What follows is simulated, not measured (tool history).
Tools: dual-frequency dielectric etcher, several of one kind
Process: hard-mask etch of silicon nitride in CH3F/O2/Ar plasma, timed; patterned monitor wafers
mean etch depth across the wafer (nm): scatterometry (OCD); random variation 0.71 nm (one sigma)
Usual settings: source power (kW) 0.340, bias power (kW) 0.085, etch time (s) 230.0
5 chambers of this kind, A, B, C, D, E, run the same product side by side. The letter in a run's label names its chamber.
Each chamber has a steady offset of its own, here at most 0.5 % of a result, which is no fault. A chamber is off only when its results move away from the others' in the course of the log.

run   hour  source power (kW)  bias power (kW)  etch time (s)  read-back reference wafer on the same gauge, depth_nm  mean etch depth across the wafer (nm)
 1C    9.6              0.340            0.085          230.0                                                 157.91                                 160.58
 2E   20.2              0.340            0.085          230.0                                                 157.96                                 160.28
 3D   31.6              0.340            0.085          230.0                                                 157.95                                 160.18
 4A   45.2              0.340            0.085          230.0                                                 158.04                                 160.99
 5B   60.1              0.340            0.085          230.0                                                 158.00                                 160.38
 6B   68.6              0.340            0.085          230.0                                                 158.03                                 161.07
 7C   79.8              0.340            0.085          230.0                                                 158.23                                 160.81
 8E   92.9              0.340            0.085          230.0                                                 157.89                                 158.99
 9D  105.6              0.340            0.085          230.0                                                 157.81                                 161.14
10A  118.3              0.340            0.085          230.0                                                 158.13                                 159.93
11A  125.9              0.340            0.085          230.0                                                 158.07                                 160.33
12E  135.7              0.340            0.085          230.0                                                 158.03                                 159.21
13C  147.0              0.340            0.085          230.0                                                 157.93                                 161.38
14B  158.6              0.420            0.085          200.5                                                 157.93                                 151.85
15D  167.9              0.420            0.085          200.5                                                 158.10                                 151.63
16B  175.1              0.420            0.085          200.5                                                 157.99                                 151.82
17A  183.5              0.420            0.085          200.5                                                 157.80                                 151.51
18E  194.4              0.420            0.085          200.5                                                 158.04                                 151.18
19C  209.7              0.340            0.085          254.0                                                 158.09                                 177.56
20D  216.9              0.340            0.085          254.0                                                 157.92                                 177.53
21E  227.0              0.340            0.085          254.0                                                 158.13                                 176.18
22C  239.1              0.340            0.085          254.0                                                 157.95                                 177.15
23B  247.4              0.340            0.085          254.0                                                 158.06                                 176.79
     252.1  -- chamber E: wet clean of the chamber
     252.2  -- chamber B: wet clean of the chamber
24A  261.7              0.340            0.085          230.0                                                 157.84                                 161.18
25D  275.3              0.340            0.085          230.0                                                 157.93                                 161.39
26D  285.7              0.340            0.085          230.0                                                 158.22                                 160.47
27B  299.6              0.340            0.085          230.0                                                 158.07                                 162.14
28E  311.5              0.340            0.085          230.0                                                 158.00                                 160.60
29A  320.1              0.340            0.085          230.0                                                 158.03                                 159.94
30C  335.6              0.340            0.085          230.0                                                 157.90                                 159.64
31D  351.1              0.340            0.085          230.0                                                 157.99                                 160.57

All 5 chambers run these settings next. Forecast each chamber's results:
32A  362.6              0.340            0.085          230.0                                                                                             ?
32B  362.6              0.340            0.085          230.0                                                                                             ?
32C  362.6              0.340            0.085          230.0                                                                                             ?
32D  362.6              0.340            0.085          230.0                                                                                             ?
32E  362.6              0.340            0.085          230.0                                                                                             ?

run  mean etch depth across the wafer (nm)
32A                                 159.84
32B                                 161.04
32C                                 162.24
32D                                 160.25
32E                                 160.19
